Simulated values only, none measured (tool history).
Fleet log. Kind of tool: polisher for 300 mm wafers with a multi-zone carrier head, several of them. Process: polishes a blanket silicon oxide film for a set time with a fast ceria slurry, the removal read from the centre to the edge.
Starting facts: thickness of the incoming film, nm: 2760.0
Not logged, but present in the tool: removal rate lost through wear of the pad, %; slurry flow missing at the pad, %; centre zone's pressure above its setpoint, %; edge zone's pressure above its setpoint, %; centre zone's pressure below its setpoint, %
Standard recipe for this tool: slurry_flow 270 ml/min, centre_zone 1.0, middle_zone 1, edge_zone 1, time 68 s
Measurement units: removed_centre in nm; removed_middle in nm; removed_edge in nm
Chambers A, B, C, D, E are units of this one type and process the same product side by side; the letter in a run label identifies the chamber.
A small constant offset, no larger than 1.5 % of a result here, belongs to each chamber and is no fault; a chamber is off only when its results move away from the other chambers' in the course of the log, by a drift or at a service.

run   hour  slurry_flow  centre_zone  middle_zone  edge_zone  time  wafers polished on this pad  hours since the slurry nozzle was cleaned  hours since the centre zone pressure was calibrated  hours since the edge zone pressure was calibrated  removed_centre  removed_middle  removed_edge
       7.2  -- chamber D: worn pad replaced by a new one
 1D    9.5          270          1.0            1          1    68                           30                                      231.1                                                269.8                                               31.6          553.43          554.29        558.54
      10.8  -- chamber E: worn pad replaced by a new one
      14.8  -- chamber C: centre zone pressure recalibrated
      16.0  -- chamber A: worn pad replaced by a new one
      17.6  -- chamber C: worn pad replaced by a new one
 2B   18.6          270          1.0            1          1    68                         1234                                       55.0                                                291.1                                              499.6          556.39          548.99        559.46
      21.2  -- chamber B: worn pad replaced by a new one
 3A   27.6          270          1.0            1          1    68                          147                                      705.0                                                282.1                                              506.8          556.50          545.38        540.39
      33.6  -- chamber E: centre zone pressure recalibrated
 4E   35.9          270          1.0            1          1    68                          318                                      140.4                                                  2.3                                              655.5          543.57          547.56        543.87
 5C   42.9          270          1.0            1          1    68                          320                                      521.2                                                 28.2                                              576.2          558.59          551.47        552.38
 6B   49.8          270          1.0            1          1    68                          362                                       86.2                                                322.3                                              530.8          557.81          550.49        559.39
      58.9  -- chamber A: slurry nozzle cleaned
 7A   59.7          270          1.0            1          1    68                          553                                        0.9                                                314.2                                              538.9          555.92          547.98        548.29
      65.9  -- chamber D: centre zone pressure recalibrated
 8D   69.0          270          1.0            1          1    68                          783                                      290.6                                                  3.1                                               91.1          563.60          560.81        547.70
 9C   76.7          270          1.0            1          1    68                          748                                      555.0                                                 62.0                                              610.0          560.08          561.69        557.09
      86.3  -- chamber C: worn pad replaced by a new one
10E   87.8          270          1.1            1          1    75                          975                                      192.3                                                 54.2                                              707.4          662.52          602.67        591.34
11E   93.3          270          1.1            1          1    75                         1044                                      197.8                                                 59.7                                              712.9          669.19          596.32        593.71
      96.9  -- chamber E: worn pad replaced by a new one
12D  101.8          270          1.1            1          1    75                         1198                                      323.4                                                 35.9                                              123.9          680.03          619.85        613.68
     108.8  -- chamber D: worn pad replaced by a new one
13C  110.9          270          1.1            1          1    75                          311                                      589.2                                                 96.2                                              644.2          682.03          607.44        615.09
14A  117.9          270          1.1            1          1    75                         1290                                       59.1                                                372.4                                              597.1          673.21          602.81        606.30
     123.8  -- chamber A: worn pad replaced by a new one
15B  125.8          270          1.0            1          1    68                         1324                                      162.2                                                398.3                                              606.8          555.84          557.88        556.42
16D  134.1          270          1.0            1          1    68                          320                                      355.7                                                 68.2                                              156.2          544.89          554.44        551.03
17B  145.1          270          1.0            1          1    68                         1568                                      181.5                                                417.6                                              626.1          551.36          551.44        559.31
     146.4  -- chamber C: worn pad replaced by a new one
     147.9  -- chamber B: worn pad replaced by a new one
18E  152.7          270          1.0            1          1    68                          706                                      257.2                                                119.1                                              772.3          531.91          540.29        531.25
19C  161.2          270          1.0            1          1    68                          187                                      639.5                                                146.5                                              694.5          554.45          555.85        560.38
20A  170.5          270          1.0            1          1    68                          591                                      111.7                                                425.0                                              649.7          559.20          547.16        547.45
21C  177.6          270          1.0            1          1    68                          395                                      655.9                                                162.9                                              710.9          555.57          555.02        557.16
22A  183.2          350          1.0            1          1    88                          751                                      124.4                                                437.7                                              662.4          747.83          729.44        719.09
     187.4  -- chamber E: worn pad replaced by a new one
23E  188.1          350          1.0            1          1    88                            9                                      292.6                                                154.5                                              807.7          711.50          717.30        706.35
24D  193.7          350          1.0            1          1    88                         1074                                      415.3                                                127.8                                              215.8          737.66          743.72        740.91
     198.0  -- chamber D: worn pad replaced by a new one
25B  199.1          350          1.0            1          1    88                          648                                      235.5                                                471.6                                              680.1          746.23          738.66        738.42
26E  206.1          350          1.0            1          1    88                          237                                      310.6                                                172.5                                              825.7          717.37          724.71        714.57
     209.4  -- chamber C: worn pad replaced by a new one
27A  212.5          270          1.0            1          1    68                         1122                                      153.7                                                467.0                                              691.7          555.61          539.55        557.75
     212.6  -- chamber A: centre zone pressure recalibrated
     216.5  -- chamber A: worn pad replaced by a new one
28C  223.6          270          1.0            1          1    68                          180                                      701.9                                                208.9                                              756.9          552.62          553.83        535.04
29B  233.8          210          1.0            1          1    68                         1087                                      270.2                                                506.3                                              714.8          532.57          530.55        552.11
30D  241.8          210          1.0            1          1    68                          555                                      463.4                                                175.9                                              263.9          536.58          540.11        536.18
31A  250.8          210          1.0            1          1    68                          435                                      192.0                                                 38.3                                              730.0          524.02          526.63        537.78
32E  260.3          210          1.0            1          1    68                          923                                      364.8                                                226.7                                              879.9          498.89          512.47        520.98
33D  267.8          210          1.0            1          1    68                          884                                      489.4                                                201.9                                              289.9          535.57          537.33        543.99
     270.2  -- chamber B: worn pad replaced by a new one
     274.3  -- chamber E: worn pad replaced by a new one
34B  275.3          270          1.0            1          1    68                           64                                      311.7                                                547.8                                              756.3          549.21          563.97        565.89
     277.1  -- chamber C: worn pad replaced by a new one
35C  283.9          270          1.0            1          1    68                           87                                      762.2                                                269.2                                              817.2          550.31          548.97        544.32
36C  289.4          270          1.0            1          1    68                          156                                      767.7                                                274.7                                              822.7          549.90          555.85        535.86
     296.0  -- chamber C: slurry nozzle cleaned
37B  296.8          270          1.0            1          1    68                          336                                      333.2                                                569.3                                              777.8          559.38          559.55        554.52
     298.2  -- chamber D: worn pad replaced by a new one
38D  307.1          270          1.0            1          1    68                          112                                      528.7                                                241.2                                              329.2          561.34          553.16        546.86
     307.2  -- chamber D: edge zone pressure recalibrated
39A  313.8          270          1.0            1          1    68                         1232                                      255.0                                                101.3                                              793.0          559.99          549.70        549.20
40E  324.9          270          1.0            1          1    68                          640                                      429.4                                                291.3                                              944.5          510.85          521.52        531.82
41B  331.7          270          1.0            1          1    68                          778                                      368.1                                                604.2                                              812.7          559.51          551.49        558.31
42D  342.6          270          1.0            1          1    68                          562                                      564.2                                                276.7                                               35.5          555.91          554.33        561.89
     344.9  -- chamber C: worn pad replaced by a new one
43C  349.8          270          1.0            1          1    68                           62                                       53.9                                                335.1                                              883.1          554.30          548.24        539.81

Is one chamber out of step, is the gauge drifting, or do the chambers differ by no more than their own small offsets? For an off chamber, give its letter and the likeliest cause.

It is chamber E that slowly wanders off from its peers.
Most likely cause: slurry flow missing at the pad, % = 34.6.

Here are 4 candidates for chamber E's next run, each the usual settings with a change, their results left as question marks. Which one brings its results back in line with what the others give on the usual settings?
A result is in line if it is within this distance of the other chambers' mean on the usual settings: removed_centre 17.00 nm; removed_middle 16.00 nm; removed_edge 25.00 nm
44E-1  357.8          265         0.98         0.99       1.01    64                                                                                                                                                                                               ?               ?             ?
44E-2  357.8          260         0.96         0.99       1.02    62                                                                                                                                                                                               ?               ?             ?
44E-3  357.8          275         1.02         1.01       0.99    72                                                                                                                                                                                               ?               ?             ?
44E-4  357.8          280         1.04         1.01       0.98    74                                                                                                                                                                                               ?               ?             ?

Usual-settings mean across the other chambers: removed_centre 555.24 nm; removed_middle 554.10 nm; removed_edge 552.13 nm
  run  removed_centre  removed_middle  removed_edge
44E-1          470.51          485.90        498.40
44E-2          443.91          469.29        484.22
44E-3          557.10          559.88        557.14
44E-4          586.84          576.99        570.79
With 44E-3, the chamber falls back in line with the rest.

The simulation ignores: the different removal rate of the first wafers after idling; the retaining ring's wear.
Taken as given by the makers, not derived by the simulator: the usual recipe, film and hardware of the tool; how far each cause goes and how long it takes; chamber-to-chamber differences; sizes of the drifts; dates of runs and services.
